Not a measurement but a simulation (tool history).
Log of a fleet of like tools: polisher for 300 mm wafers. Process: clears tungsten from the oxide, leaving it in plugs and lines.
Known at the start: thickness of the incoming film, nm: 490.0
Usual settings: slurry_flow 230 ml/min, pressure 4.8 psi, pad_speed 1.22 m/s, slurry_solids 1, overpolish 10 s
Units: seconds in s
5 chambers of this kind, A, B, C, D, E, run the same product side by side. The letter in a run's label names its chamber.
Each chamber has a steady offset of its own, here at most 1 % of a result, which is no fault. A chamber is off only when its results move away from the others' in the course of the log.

run	hour	slurry_flow	pressure	pad_speed	slurry_solids	overpolish	seconds
1A	3.2	230	4.8	1.22	1	10	71.203
# hour 4.1: chamber C: slurry tank refilled with fresh slurry and peroxide
# hour 5.1: chamber E: slurry nozzle cleaned
2E	8.2	230	4.8	1.22	1	10	70.488
# hour 12.0: chamber A: worn pad replaced by a new one
3C	15.1	230	4.8	1.22	1	10	71.419
4D	18.2	230	4.8	1.22	1	10	70.382
# hour 19.2: chamber A: slurry tank refilled with fresh slurry and peroxide
5B	22.7	230	4.8	1.22	1	10	71.208
6A	29.8	230	6.1	1.22	1	12	55.747
7D	34.9	230	6.1	1.22	1	12	55.915
# hour 40.1: chamber A: slurry nozzle cleaned
8B	40.6	230	6.1	1.22	1	12	55.637
# hour 45.2: chamber D: worn pad replaced by a new one
9C	46.7	230	6.1	1.22	1	12	54.947
10E	52.4	230	6.1	1.22	1	12	56.208
11C	57.0	230	4.8	1.22	1	10	70.027
12B	60.8	230	4.8	1.22	1	10	70.989
# hour 62.1: chamber C: slurry tank refilled with fresh slurry and peroxide
13D	65.1	230	4.8	1.22	1	10	71.109
# hour 70.4: chamber C: worn pad replaced by a new one
14A	70.8	230	4.8	1.22	1	10	70.849
# hour 71.6: chamber C: slurry blender recalibrated
15E	73.9	230	4.8	1.22	1	10	71.931
16D	77.7	230	4.8	1.22	1	10	70.850
17C	83.3	230	4.8	1.22	1	10	69.660
18E	87.4	230	4.8	1.22	1	10	70.896
19A	94.2	230	4.8	1.22	1	10	71.221
# hour 99.2: chamber E: worn pad replaced by a new one
20B	100.8	230	4.8	1.22	1	10	72.764
# hour 105.2: chamber E: slurry blender recalibrated
21E	107.7	230	4.8	1.22	1	10	70.858
22D	111.3	230	4.8	1.22	1	10	70.595
# hour 112.3: chamber E: slurry tank refilled with fresh slurry and peroxide
# hour 114.9: chamber C: slurry tank refilled with fresh slurry and peroxide
23B	118.4	230	4.8	1.22	1	10	73.374
# hour 123.4: chamber A: slurry tank refilled with fresh slurry and peroxide
24C	123.8	230	4.8	1.22	1	10	71.639
25A	129.6	230	4.8	1.22	1	10	70.788
# hour 130.7: chamber B: slurry tank refilled with fresh slurry and peroxide
# hour 135.6: chamber A: slurry blender recalibrated
26C	135.6	230	4.8	1.22	1	10	70.963
27E	138.8	230	4.8	1.22	1	10	68.976
28B	145.5	230	4.8	1.22	1	10	75.313
# hour 147.9: chamber D: slurry tank refilled with fresh slurry and peroxide
29A	151.3	230	4.8	1.22	1	10	72.534
# hour 152.9: chamber D: worn pad replaced by a new one
30D	156.7	230	4.8	1.22	1	10	71.226
# hour 158.9: chamber A: worn pad replaced by a new one
31B	160.8	230	4.8	1.22	1	8	75.995
32C	167.2	230	4.8	1.22	1	8	70.078
# hour 171.6: chamber C: slurry tank refilled with fresh slurry and peroxide
33E	173.6	230	4.8	1.22	1	8	69.217
34D	178.1	230	4.8	1.22	1	8	71.280
# hour 178.3: chamber C: worn pad replaced by a new one
35A	182.6	230	4.8	1.22	1	8	71.342
# hour 187.1: chamber C: slurry nozzle cleaned
36E	188.7	230	4.8	1.22	1	10	70.168
37A	195.1	230	4.8	1.22	1	10	71.568
38B	199.4	230	4.8	1.22	1	10	78.344
39D	205.6	230	4.8	1.22	1	10	70.630
40C	209.1	230	4.8	1.22	1	10	69.859

What goes on in this fleet: one chamber off, a drifting gauge, or nothing beyond the chambers' own small offsets? Name the chamber and the cause, if any.

Chamber B drifts away from the others.
Cause: removal rate lost through wear of the pad, % = 10.4.
The log may not tell that from: head's pressure below its setpoint, %; abrasive missing from the slurry, %.

Here are 4 candidates for chamber B's next run, each the usual settings with a change, their results left as question marks. Which one brings its results back in line with what the others give on the usual settings?
In line means no further than this from the other chambers' mean on the usual settings: seconds 2.300 s
41B-1	214.2	230	4.8	1.08	1	10	?
41B-2	214.2	230	4.4	1.12	1	10	?
41B-3	214.2	235	4.8	1.44	1	10	?
41B-4	214.2	235	5.4	1.22	1	10	?

The other chambers' mean on the usual settings: seconds 70.669 s
run	seconds
41B-1	89.731
41B-2	94.328
41B-3	67.218
41B-4	70.549
41B-4 brings the chamber back in line.
